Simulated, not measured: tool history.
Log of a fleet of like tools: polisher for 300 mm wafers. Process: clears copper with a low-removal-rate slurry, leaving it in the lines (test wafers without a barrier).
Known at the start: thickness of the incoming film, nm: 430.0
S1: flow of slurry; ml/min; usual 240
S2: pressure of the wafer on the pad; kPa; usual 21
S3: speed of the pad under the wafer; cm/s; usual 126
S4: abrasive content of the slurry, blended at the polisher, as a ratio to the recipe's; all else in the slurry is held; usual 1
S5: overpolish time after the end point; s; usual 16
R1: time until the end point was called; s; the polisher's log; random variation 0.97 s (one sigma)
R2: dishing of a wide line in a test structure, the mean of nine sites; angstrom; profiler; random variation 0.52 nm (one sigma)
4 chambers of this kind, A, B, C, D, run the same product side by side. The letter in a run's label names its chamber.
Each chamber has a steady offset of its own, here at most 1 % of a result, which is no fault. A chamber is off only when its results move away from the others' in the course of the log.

{"hour": 3.3, "done": "chamber B: worn pad replaced by a new one"}
{"run": "1D", "hour": 4.5, "S1": 240, "S2": 21, "S3": 126, "S4": 1, "S5": 16, "R1": 109.58, "R2": 385.26}
{"run": "2B", "hour": 9.2, "S1": 240, "S2": 21, "S3": 126, "S4": 1, "S5": 16, "R1": 108.02, "R2": 387.13}
{"run": "3A", "hour": 12.8, "S1": 240, "S2": 21, "S3": 126, "S4": 1, "S5": 16, "R1": 108.33, "R2": 381.52}
{"run": "4C", "hour": 15.9, "S1": 240, "S2": 21, "S3": 126, "S4": 1, "S5": 16, "R1": 110.18, "R2": 381.14}
{"run": "5B", "hour": 18.8, "S1": 240, "S2": 21, "S3": 126, "S4": 1, "S5": 16, "R1": 110.1, "R2": 384.95}
{"run": "6C", "hour": 22.0, "S1": 240, "S2": 21, "S3": 126, "S4": 1, "S5": 16, "R1": 111.33, "R2": 382.69}
{"run": "7D", "hour": 25.2, "S1": 240, "S2": 21, "S3": 126, "S4": 1, "S5": 16, "R1": 109.86, "R2": 372.34}
{"run": "8A", "hour": 30.1, "S1": 240, "S2": 21, "S3": 126, "S4": 1, "S5": 16, "R1": 110.93, "R2": 377.55}
{"run": "9A", "hour": 33.5, "S1": 240, "S2": 21, "S3": 126, "S4": 1, "S5": 16, "R1": 106.41, "R2": 374.5}
{"run": "10C", "hour": 38.9, "S1": 240, "S2": 21, "S3": 126, "S4": 1, "S5": 16, "R1": 108.24, "R2": 384.61}
{"run": "11D", "hour": 42.2, "S1": 240, "S2": 21, "S3": 126, "S4": 1, "S5": 16, "R1": 109.11, "R2": 386.55}
{"hour": 44.6, "done": "chamber D: worn pad replaced by a new one"}
{"run": "12B", "hour": 46.4, "S1": 240, "S2": 21, "S3": 126, "S4": 1, "S5": 16, "R1": 109.48, "R2": 383.56}
{"run": "13B", "hour": 51.8, "S1": 240, "S2": 21, "S3": 126, "S4": 1, "S5": 16, "R1": 108.45, "R2": 378.29}
{"run": "14D", "hour": 54.4, "S1": 240, "S2": 21, "S3": 126, "S4": 1, "S5": 16, "R1": 110.47, "R2": 375.8}
{"run": "15A", "hour": 57.6, "S1": 310, "S2": 21, "S3": 166, "S4": 1, "S5": 16, "R1": 80.111, "R2": 480.52}
{"hour": 61.3, "done": "chamber A: slurry nozzle cleaned"}
{"run": "16C", "hour": 62.7, "S1": 310, "S2": 21, "S3": 166, "S4": 1, "S5": 16, "R1": 81.716, "R2": 470.02}
{"run": "17D", "hour": 65.4, "S1": 310, "S2": 21, "S3": 166, "S4": 1, "S5": 16, "R1": 81.179, "R2": 479.43}
{"run": "18C", "hour": 68.2, "S1": 310, "S2": 21, "S3": 166, "S4": 1, "S5": 16, "R1": 83.189, "R2": 468.22}
{"run": "19A", "hour": 72.7, "S1": 240, "S2": 21, "S3": 126, "S4": 1, "S5": 16, "R1": 109.82, "R2": 376.25}
{"run": "20B", "hour": 75.2, "S1": 240, "S2": 21, "S3": 126, "S4": 1, "S5": 16, "R1": 109.16, "R2": 383.19}
{"hour": 75.7, "done": "chamber A: worn pad replaced by a new one"}
{"hour": 76.8, "done": "chamber B: worn pad replaced by a new one"}
{"run": "21C", "hour": 79.1, "S1": 315, "S2": 21, "S3": 126, "S4": 1.3, "S5": 16, "R1": 102.93, "R2": 395.5}
{"run": "22B", "hour": 82.0, "S1": 315, "S2": 21, "S3": 126, "S4": 1.3, "S5": 16, "R1": 99.415, "R2": 407.88}
{"hour": 82.2, "done": "chamber A: slurry blender recalibrated"}
{"run": "23A", "hour": 86.7, "S1": 315, "S2": 21, "S3": 126, "S4": 1.3, "S5": 16, "R1": 99.304, "R2": 402.17}
{"run": "24D", "hour": 90.6, "S1": 315, "S2": 21, "S3": 126, "S4": 1.3, "S5": 16, "R1": 99.65, "R2": 411.36}
{"hour": 92.0, "done": "chamber D: slurry blender recalibrated"}
{"run": "25A", "hour": 94.2, "S1": 240, "S2": 21, "S3": 126, "S4": 1, "S5": 16, "R1": 109.37, "R2": 378.04}
{"run": "26D", "hour": 96.9, "S1": 240, "S2": 21, "S3": 126, "S4": 1, "S5": 16, "R1": 109.51, "R2": 372.36}
{"run": "27B", "hour": 99.6, "S1": 240, "S2": 21, "S3": 126, "S4": 1, "S5": 16, "R1": 109.89, "R2": 381.41}
{"run": "28C", "hour": 103.2, "S1": 240, "S2": 21, "S3": 126, "S4": 1.2, "S5": 11, "R1": 106.23, "R2": 281.84}
{"hour": 103.7, "done": "chamber C: slurry nozzle cleaned"}
{"run": "29C", "hour": 108.0, "S1": 240, "S2": 21, "S3": 126, "S4": 1.2, "S5": 11, "R1": 108.18, "R2": 285.87}
{"run": "30A", "hour": 112.3, "S1": 240, "S2": 21, "S3": 126, "S4": 1.2, "S5": 11, "R1": 104.9, "R2": 287.4}
{"run": "31D", "hour": 114.8, "S1": 240, "S2": 21, "S3": 126, "S4": 1.2, "S5": 11, "R1": 104.5, "R2": 290.3}
{"run": "32B", "hour": 120.4, "S1": 240, "S2": 21, "S3": 126, "S4": 1, "S5": 16, "R1": 109.21, "R2": 386.37}
{"run": "33A", "hour": 125.2, "S1": 240, "S2": 21, "S3": 126, "S4": 1, "S5": 16, "R1": 108.27, "R2": 388.06}
{"run": "34D", "hour": 130.0, "S1": 240, "S2": 21, "S3": 126, "S4": 1, "S5": 16, "R1": 107.4, "R2": 387.79}
{"hour": 130.1, "done": "chamber B: slurry blender recalibrated"}
{"run": "35C", "hour": 134.9, "S1": 240, "S2": 21, "S3": 126, "S4": 1, "S5": 16, "R1": 115.01, "R2": 362.98}
{"run": "36B", "hour": 137.4, "S1": 240, "S2": 21, "S3": 126, "S4": 0.75, "S5": 16, "R1": 115.29, "R2": 360.55}
{"run": "37C", "hour": 142.9, "S1": 240, "S2": 21, "S3": 126, "S4": 0.75, "S5": 16, "R1": 118.93, "R2": 353.93}
{"run": "38B", "hour": 145.7, "S1": 240, "S2": 21, "S3": 126, "S4": 0.75, "S5": 16, "R1": 115.89, "R2": 357.16}
{"run": "39D", "hour": 149.3, "S1": 240, "S2": 21, "S3": 126, "S4": 0.75, "S5": 16, "R1": 117.38, "R2": 365.52}

Is one chamber off against the others, does the gauge drift, or is nothing wrong? If a chamber is off, say which, and what the likeliest cause is.

Chamber C drifts away from the others.
Cause: removal rate lost through wear of the pad, % = 5.07.
The log may not tell that from: head's pressure below its setpoint, %; abrasive missing from the slurry, %.

Here are 4 candidates for chamber C's next run, each the usual settings with a change, their results left as question marks. Which one brings its results back in line with what the others give on the usual settings?
In line means no further than this from the other chambers' mean on the usual settings: R1 3.4 s; R2 18 angstrom
{"run": "40C-1", "hour": 153.2, "S1": 240, "S2": 19.3, "S3": 120, "S4": 1, "S5": 16, "R1": "?", "R2": "?"}
{"run": "40C-2", "hour": 153.2, "S1": 240, "S2": 22.1, "S3": 132, "S4": 1, "S5": 16, "R1": "?", "R2": "?"}
{"run": "40C-3", "hour": 153.2, "S1": 240, "S2": 21.4, "S3": 130, "S4": 1, "S5": 16, "R1": "?", "R2": "?"}
{"run": "40C-4", "hour": 153.2, "S1": 240, "S2": 20, "S3": 124, "S4": 1, "S5": 16, "R1": "?", "R2": "?"}

The other chambers' mean on the usual settings: R1 109.37 s; R2 382.27 angstrom
run=40C-1 R1=129.48 R2=334
run=40C-2 R1=103.05 R2=400.2
run=40C-3 R1=108 R2=385.76
run=40C-4 R1=121 R2=352.61
40C-3 brings the chamber back in line.
